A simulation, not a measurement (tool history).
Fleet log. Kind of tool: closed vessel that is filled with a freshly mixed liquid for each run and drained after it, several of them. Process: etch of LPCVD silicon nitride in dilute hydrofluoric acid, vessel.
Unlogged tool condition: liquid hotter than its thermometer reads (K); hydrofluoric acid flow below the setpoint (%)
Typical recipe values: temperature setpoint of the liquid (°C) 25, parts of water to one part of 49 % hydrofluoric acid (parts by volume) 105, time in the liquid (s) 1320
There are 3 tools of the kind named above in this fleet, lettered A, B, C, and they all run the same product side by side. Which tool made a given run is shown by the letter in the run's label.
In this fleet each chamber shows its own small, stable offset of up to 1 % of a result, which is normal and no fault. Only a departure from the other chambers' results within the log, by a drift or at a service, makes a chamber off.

run,hour,temperature setpoint of the liquid (°C),parts of water to one part of 49 % hydrofluoric acid (parts by volume),time in the liquid (s),hours since the thermometer was replaced,hours since the hydrofluoric acid flow meter was replaced,"read-back film thickness of the LPCVD silicon nitride reference wafer, read on the same gauge (nm)",thickness taken off the LPCVD silicon nitride on a monitor wafer (Å)
1A,7.6,25,105,1320,897.4,24.1,29.99,62.087
# hour 10.1: chamber A: thermometer replaced
2C,17.7,25,105,1320,560.5,574.6,29.991,62.168
3B,25.7,25,105,1320,725.6,189.8,30.041,61.904
4C,37.2,25,105,1320,580,594.1,29.971,62.589
5A,48.8,25,105,1320,38.8,65.3,29.966,62.129
6B,57.5,25,105,1320,757.4,221.6,30,62.373
7B,64.6,25,105,1320,764.5,228.7,30.008,63.441
8C,72.8,25,105,1320,615.6,629.7,30.02,62.105
9A,87.8,25,105,1320,77.8,104.3,30.001,62.166
10A,100.4,25,105,1320,90.4,116.9,30.011,62.115
11C,109.6,25,105,1320,652.4,666.5,29.987,63.143
12B,121.6,25,105,1320,821.5,285.7,30.001,64.037
13C,128.8,25,105,1320,671.6,685.7,29.949,62.285
14B,135.8,22.5,105,1320,835.7,299.9,30.063,54.506
15A,149.1,22.5,105,1320,139.1,165.6,29.955,52.238
16C,164.5,22.5,105,1320,707.3,721.4,29.992,52.983
17A,177.6,25,105,1320,167.6,194.1,29.983,61.579
18B,189.3,25,105,1320,889.2,353.4,29.976,65.121
19B,204.2,25,105,1320,904.1,368.3,30.034,65.64
20C,218,25,105,1320,760.8,774.9,29.984,62.304
21A,233.2,25,105,1320,223.2,249.7,29.969,62.453
22C,245.8,25,105,1320,788.6,802.7,29.951,63.138
23B,255.3,25,105,1320,955.2,419.4,30.027,65.719

Next, all 3 chambers run the settings below, one line each with question marks for the results. What does each chamber give?
24A,266.3,25,105,770,,,,?
24B,266.3,25,105,770,,,,?
24C,266.3,25,105,770,,,,?

run,thickness taken off the LPCVD silicon nitride on a monitor wafer (Å)
24A,36.094
24B,38.587
24C,36.423
